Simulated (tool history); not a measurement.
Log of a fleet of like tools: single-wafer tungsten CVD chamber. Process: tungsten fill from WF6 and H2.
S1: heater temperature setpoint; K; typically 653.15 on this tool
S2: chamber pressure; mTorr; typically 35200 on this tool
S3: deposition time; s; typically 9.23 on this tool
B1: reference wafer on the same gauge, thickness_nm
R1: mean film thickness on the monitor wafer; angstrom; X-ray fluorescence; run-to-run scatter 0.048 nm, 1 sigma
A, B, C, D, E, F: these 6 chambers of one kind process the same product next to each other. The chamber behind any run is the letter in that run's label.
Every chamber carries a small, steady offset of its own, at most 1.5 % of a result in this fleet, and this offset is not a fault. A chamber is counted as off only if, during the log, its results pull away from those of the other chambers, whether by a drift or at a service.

{"run": "1D", "hour": 5.1, "S1": 653.15, "S2": 35200, "S3": 9.23, "B1": 22.011, "R1": 192.8}
{"run": "2F", "hour": 13.4, "S1": 653.15, "S2": 35200, "S3": 9.23, "B1": 22.0, "R1": 197.59}
{"run": "3A", "hour": 19.7, "S1": 653.15, "S2": 35200, "S3": 9.23, "B1": 22.003, "R1": 196.9}
{"run": "4E", "hour": 27.1, "S1": 653.15, "S2": 35200, "S3": 9.23, "B1": 22.014, "R1": 196.79}
{"run": "5B", "hour": 36.0, "S1": 653.15, "S2": 35200, "S3": 9.23, "B1": 22.003, "R1": 193.91}
{"run": "6C", "hour": 45.0, "S1": 653.15, "S2": 35200, "S3": 9.23, "B1": 22.001, "R1": 196.24}
{"run": "7F", "hour": 50.5, "S1": 653.15, "S2": 35200, "S3": 9.23, "B1": 21.998, "R1": 197.37}
{"run": "8A", "hour": 56.9, "S1": 641.15, "S2": 32200, "S3": 9.23, "B1": 21.997, "R1": 147.59}
{"run": "9D", "hour": 62.2, "S1": 641.15, "S2": 32200, "S3": 9.23, "B1": 21.997, "R1": 144.11}
{"run": "10E", "hour": 71.3, "S1": 641.15, "S2": 32200, "S3": 9.23, "B1": 22.019, "R1": 146.36}
{"run": "11C", "hour": 80.2, "S1": 641.15, "S2": 32200, "S3": 9.23, "B1": 22.002, "R1": 146.13}
{"run": "12B", "hour": 88.7, "S1": 641.15, "S2": 32200, "S3": 9.23, "B1": 22.002, "R1": 145.79}
{"run": "13F", "hour": 95.8, "S1": 641.15, "S2": 32200, "S3": 9.23, "B1": 21.988, "R1": 147.83}
{"run": "14B", "hour": 102.9, "S1": 653.15, "S2": 35200, "S3": 9.23, "B1": 21.999, "R1": 194.51}
{"run": "15A", "hour": 108.1, "S1": 653.15, "S2": 35200, "S3": 9.23, "B1": 22.002, "R1": 198.1}
{"run": "16E", "hour": 113.2, "S1": 653.15, "S2": 35200, "S3": 9.23, "B1": 22.008, "R1": 196.8}
{"run": "17C", "hour": 118.1, "S1": 653.15, "S2": 35200, "S3": 9.23, "B1": 22.001, "R1": 195.99}
{"run": "18D", "hour": 122.6, "S1": 653.15, "S2": 35200, "S3": 9.23, "B1": 22.001, "R1": 193.42}
{"run": "19D", "hour": 127.5, "S1": 653.15, "S2": 35200, "S3": 9.23, "B1": 21.999, "R1": 192.68}
{"run": "20F", "hour": 137.4, "S1": 653.15, "S2": 35200, "S3": 9.23, "B1": 21.998, "R1": 197.7}
{"run": "21A", "hour": 143.3, "S1": 653.15, "S2": 35200, "S3": 9.23, "B1": 22.018, "R1": 197.68}
{"run": "22C", "hour": 153.1, "S1": 653.15, "S2": 35200, "S3": 9.23, "B1": 22.01, "R1": 197.1}
{"run": "23E", "hour": 160.4, "S1": 653.15, "S2": 35200, "S3": 9.23, "B1": 21.999, "R1": 196.4}
{"run": "24B", "hour": 169.1, "S1": 653.15, "S2": 35200, "S3": 9.23, "B1": 21.998, "R1": 195.02}
{"run": "25F", "hour": 176.0, "S1": 653.15, "S2": 35200, "S3": 9.23, "B1": 22.0, "R1": 196.61}
{"run": "26A", "hour": 180.3, "S1": 658.15, "S2": 35200, "S3": 9.23, "B1": 22.01, "R1": 219.45}
{"run": "27D", "hour": 187.7, "S1": 658.15, "S2": 35200, "S3": 9.23, "B1": 22.003, "R1": 213.47}
{"run": "28C", "hour": 193.5, "S1": 658.15, "S2": 35200, "S3": 9.23, "B1": 21.992, "R1": 216.38}
{"run": "29E", "hour": 198.9, "S1": 658.15, "S2": 35200, "S3": 9.23, "B1": 22.01, "R1": 217.04}
{"run": "30B", "hour": 205.7, "S1": 658.15, "S2": 35200, "S3": 9.23, "B1": 21.995, "R1": 214.36}
{"hour": 210.4, "done": "chamber A: capacitance manometer re-zeroed and calibrated"}
{"run": "31A", "hour": 213.1, "S1": 658.15, "S2": 35200, "S3": 9.23, "B1": 21.991, "R1": 220.31}
{"run": "32F", "hour": 219.9, "S1": 653.15, "S2": 35200, "S3": 9.23, "B1": 21.997, "R1": 196.84}
{"run": "33C", "hour": 229.9, "S1": 653.15, "S2": 35200, "S3": 9.23, "B1": 21.99, "R1": 196.25}
{"run": "34D", "hour": 237.2, "S1": 653.15, "S2": 35200, "S3": 9.23, "B1": 22.004, "R1": 193.02}
{"run": "35B", "hour": 243.7, "S1": 653.15, "S2": 35200, "S3": 9.23, "B1": 21.998, "R1": 194.78}
{"run": "36E", "hour": 252.7, "S1": 653.15, "S2": 30900, "S3": 10.34, "B1": 22.007, "R1": 207.66}

Next, every chamber runs the same settings. What will each give?
{"run": "37A", "hour": 259.8, "S1": 653.15, "S2": 35200, "S3": 9.23, "R1": "?"}
{"run": "37B", "hour": 259.8, "S1": 653.15, "S2": 35200, "S3": 9.23, "R1": "?"}
{"run": "37C", "hour": 259.8, "S1": 653.15, "S2": 35200, "S3": 9.23, "R1": "?"}
{"run": "37D", "hour": 259.8, "S1": 653.15, "S2": 35200, "S3": 9.23, "R1": "?"}
{"run": "37E", "hour": 259.8, "S1": 653.15, "S2": 35200, "S3": 9.23, "R1": "?"}
{"run": "37F", "hour": 259.8, "S1": 653.15, "S2": 35200, "S3": 9.23, "R1": "?"}

run=37A R1=201.14
run=37B R1=193.52
run=37C R1=196.01
run=37D R1=192.66
run=37E R1=196.70
run=37F R1=196.87

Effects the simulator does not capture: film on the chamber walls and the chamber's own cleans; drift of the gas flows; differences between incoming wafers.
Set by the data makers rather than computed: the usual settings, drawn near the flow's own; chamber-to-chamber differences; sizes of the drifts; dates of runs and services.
